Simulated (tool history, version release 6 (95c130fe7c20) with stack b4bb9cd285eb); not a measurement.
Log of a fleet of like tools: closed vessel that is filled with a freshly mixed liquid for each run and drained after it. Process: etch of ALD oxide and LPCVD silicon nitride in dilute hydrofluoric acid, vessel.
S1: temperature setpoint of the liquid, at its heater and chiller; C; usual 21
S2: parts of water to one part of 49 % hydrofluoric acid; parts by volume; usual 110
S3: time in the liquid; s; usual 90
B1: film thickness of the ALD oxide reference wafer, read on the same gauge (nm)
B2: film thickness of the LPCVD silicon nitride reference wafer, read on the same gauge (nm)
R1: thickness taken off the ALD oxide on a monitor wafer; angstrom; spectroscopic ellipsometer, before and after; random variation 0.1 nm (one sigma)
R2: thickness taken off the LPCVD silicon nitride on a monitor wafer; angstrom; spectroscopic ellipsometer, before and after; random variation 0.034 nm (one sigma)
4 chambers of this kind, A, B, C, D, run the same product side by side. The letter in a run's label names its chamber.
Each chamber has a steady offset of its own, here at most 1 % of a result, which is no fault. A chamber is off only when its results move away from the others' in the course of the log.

run	hour	S1	S2	S3	B1	B2	R1	R2
1B	11.6	21	110	90	120.02	119.99	126.13	3.8648
2D	26.1	21	110	90	120	120	124.54	3.3507
3C	34.1	21	110	90	120.01	120.01	125.14	3.6089
4A	40.7	21	110	90	119.98	120	125.19	3.5821
5D	53.2	21	110	90	119.96	120	125.92	3.1472
6C	60.4	21	85	90	119.98	119.99	165.51	4.6485
7A	72.2	21	85	90	120.01	119.99	169.57	4.4878
8B	84.4	21	85	90	120.01	120.02	168.15	4.536
9D	94.6	21	85	90	120	120.01	167.74	4.3557
# hour 101.5: chamber C: thermometer replaced
10A	104.1	21	110	90	120	119.97	128.58	3.8181
11C	113.7	21	110	90	119.96	119.99	125.11	3.2269
12B	124.8	21	110	90	119.99	120.01	125.59	3.2763
13D	135.2	21	110	90	120.02	120.01	126.1	3.1548
14A	147.9	21	110	90	119.99	120.01	128.63	3.5071
15B	157	21	110	90	119.98	119.99	127.08	4.0095
16C	167.1	21	110	90	119.97	119.99	126.65	4.1816
17A	178.3	21	110	90	120.03	119.99	127.41	3.7626
18D	185.8	21	110	90	119.98	120	126.96	3.9574
19C	195.1	21	110	90	120.02	120	125.77	3.3163
20B	203.7	25	110	55	120.01	120.02	90.242	2.8565
21B	211.2	25	110	55	119.99	120.01	89.323	2.9015
22D	221.1	25	110	55	120.02	119.98	92.858	2.7617
23A	233.8	25	110	55	120	120	90.481	2.8341
24C	244.3	21	110	90	119.98	120.02	124.26	3.8244
25A	254.6	21	110	90	120.03	119.99	127.03	3.4204
26D	266.5	21	110	90	119.98	120.03	131.03	3.5669
27B	278.1	21	110	90	119.97	120.01	127.15	3.6963
28C	286.6	21	110	90	120.01	119.99	124.7	3.3047
29C	292.9	21	110	90	120.01	119.99	124.84	3.9727
# hour 297.4: chamber A: thermometer replaced
30A	301.4	17	140	90	120	120.01	81.693	1.8394
31B	311	17	140	90	120.01	120	82.279	2.2834
32D	317.5	17	140	90	120	119.98	86.45	2.303
33D	324.9	17	140	90	120.02	120.02	86.758	2.0245
34B	333.4	21	110	90	120	119.98	127.02	3.6896
35A	341.2	21	110	90	119.97	119.98	126.4	2.984
36C	352.1	21	110	90	119.99	120.02	123.74	3.6139

Is one chamber off against the others, does the gauge drift, or is nothing wrong? If a chamber is off, say which, and what the likeliest cause is.

Chamber D drifts away from the others.
Cause: liquid hotter than its thermometer reads (K) = 1.92.

Here are 4 candidates for chamber D's next run, each the usual settings with a change, their results left as question marks. Which one brings its results back in line with what the others give on the usual settings?
In line means no further than this from the other chambers' mean on the usual settings: R1 3.6 angstrom; R2 1.2 angstrom
37D-1	362.5	19	105	85			?	?
37D-2	362.5	20.5	110	90			?	?
37D-3	362.5	23	115	95			?	?
37D-4	362.5	21.5	110	90			?	?

The other chambers' mean on the usual settings: R1 125.5 angstrom; R2 3.4401 angstrom
run	R1	R2
37D-1	124.84	3.4643
37D-2	133.38	3.8804
37D-3	147.98	4.6329
37D-4	138.9	4.1514
37D-1 brings the chamber back in line.
